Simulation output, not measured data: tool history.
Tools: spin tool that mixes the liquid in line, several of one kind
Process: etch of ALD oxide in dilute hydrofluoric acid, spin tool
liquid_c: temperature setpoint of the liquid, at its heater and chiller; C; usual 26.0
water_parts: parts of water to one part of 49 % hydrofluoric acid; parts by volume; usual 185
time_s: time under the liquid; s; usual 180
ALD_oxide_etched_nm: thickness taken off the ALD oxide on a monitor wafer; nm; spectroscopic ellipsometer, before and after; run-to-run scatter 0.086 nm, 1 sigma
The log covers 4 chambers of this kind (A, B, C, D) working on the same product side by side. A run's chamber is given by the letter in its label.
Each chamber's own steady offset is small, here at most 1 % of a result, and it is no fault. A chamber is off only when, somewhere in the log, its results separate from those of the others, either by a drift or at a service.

run,day,liquid_c,water_parts,time_s,hours since the thermometer was replaced,hours since the hydrofluoric acid flow meter was replaced,"read-back film thickness of the ALD oxide reference wafer, read on the same gauge (nm)",ALD_oxide_etched_nm
1C,0.312,26.0,185,180,41.5,26.8,130.05,11.5020
2A,0.529,26.0,185,180,389.3,787.1,130.02,11.4820
3B,0.800,26.0,185,180,130.9,375.0,129.94,11.4230
4D,1.192,26.0,185,180,695.9,1112.9,130.00,11.6510
5B,1.479,26.0,185,180,147.2,391.3,129.95,11.3440
6A,1.950,30.0,185,180,423.4,821.2,129.99,13.5100
7C,2.371,30.0,185,180,90.9,76.2,130.01,13.2970
8D,2.742,30.0,185,180,733.1,1150.1,129.97,13.5230
9C,3.133,30.0,185,180,109.2,94.5,130.00,13.3900
10A,3.379,26.0,185,180,457.7,855.5,129.99,11.6820
11B,3.667,26.0,185,180,199.7,443.8,129.97,11.5550
12D,3.879,26.0,185,180,760.4,1177.4,130.04,11.6300
13D,4.200,26.0,185,180,768.1,1185.1,130.03,11.4680
14A,4.462,26.0,185,180,483.7,881.5,129.98,11.5880
15B,4.800,27.5,185,105,226.9,471.0,130.01,7.0207
16C,5.229,27.5,185,105,159.5,144.8,129.98,7.0802
17A,5.558,27.5,185,105,510.0,907.8,130.01,7.1556
18D,5.792,27.5,185,105,806.3,1223.3,130.04,7.0488
19B,6.238,26.0,185,180,261.4,505.5,130.01,11.4320
20C,6.717,26.0,185,180,195.2,180.5,129.99,11.4580
21C,7.179,26.0,185,180,206.3,191.6,129.95,11.3720
22B,7.458,26.0,185,180,290.7,534.8,130.02,11.5190
23A,7.696,26.0,185,180,561.3,959.1,129.98,11.7060
24D,8.021,26.0,185,180,859.8,1276.8,130.00,11.0040
25B,8.321,26.0,185,180,311.4,555.5,130.00,11.3270
26A,8.779,24.5,130,180,587.3,985.1,130.00,16.7090
27D,9.112,24.5,130,180,886.0,1303.0,130.03,15.8930
28C,9.512,24.5,130,180,262.3,247.6,130.01,16.6330
29B,9.912,24.5,130,180,349.6,593.7,130.07,16.4990
30A,10.308,26.0,185,180,624.0,1021.8,129.96,11.6690
31D,10.612,26.0,185,180,922.0,1339.0,130.02,10.7240
32C,10.867,26.0,185,180,294.8,280.1,130.03,11.4520
33C,11.112,26.0,185,180,300.7,286.0,129.96,11.4970
34B,11.533,26.0,185,180,388.5,632.6,129.99,11.4890
35D,11.904,26.0,185,180,953.0,1370.0,130.02,10.7410

Is one chamber off against the others, does the gauge drift, or is nothing wrong? If a chamber is off, say which, and what the likeliest cause is.

It is chamber D that slowly wanders off from its peers.
What lies behind it: hydrofluoric acid flow below the setpoint (%) = 7.59.
With only this log, it may be confused with: liquid colder than its thermometer reads (K).

Here are 4 candidates for chamber D's next run, each the usual settings with a change, their results left as question marks. Which one brings its results back in line with what the others give on the usual settings?
Allowed miss from the other chambers' usual-settings mean, per result, to count as in line: ALD_oxide_etched_nm 0.3000 nm
36D-1,12.246,26.0,185,165,,,,?
36D-2,12.246,26.0,185,195,,,,?
36D-3,12.246,22.0,185,180,,,,?
36D-4,12.246,26.0,165,180,,,,?

Mean of the other chambers on the usual settings: ALD_oxide_etched_nm 11.5050 nm
run,ALD_oxide_etched_nm
36D-1,9.7305
36D-2,11.5000
36D-3,9.1563
36D-4,12.2060
With 36D-2, the chamber falls back in line with the rest.
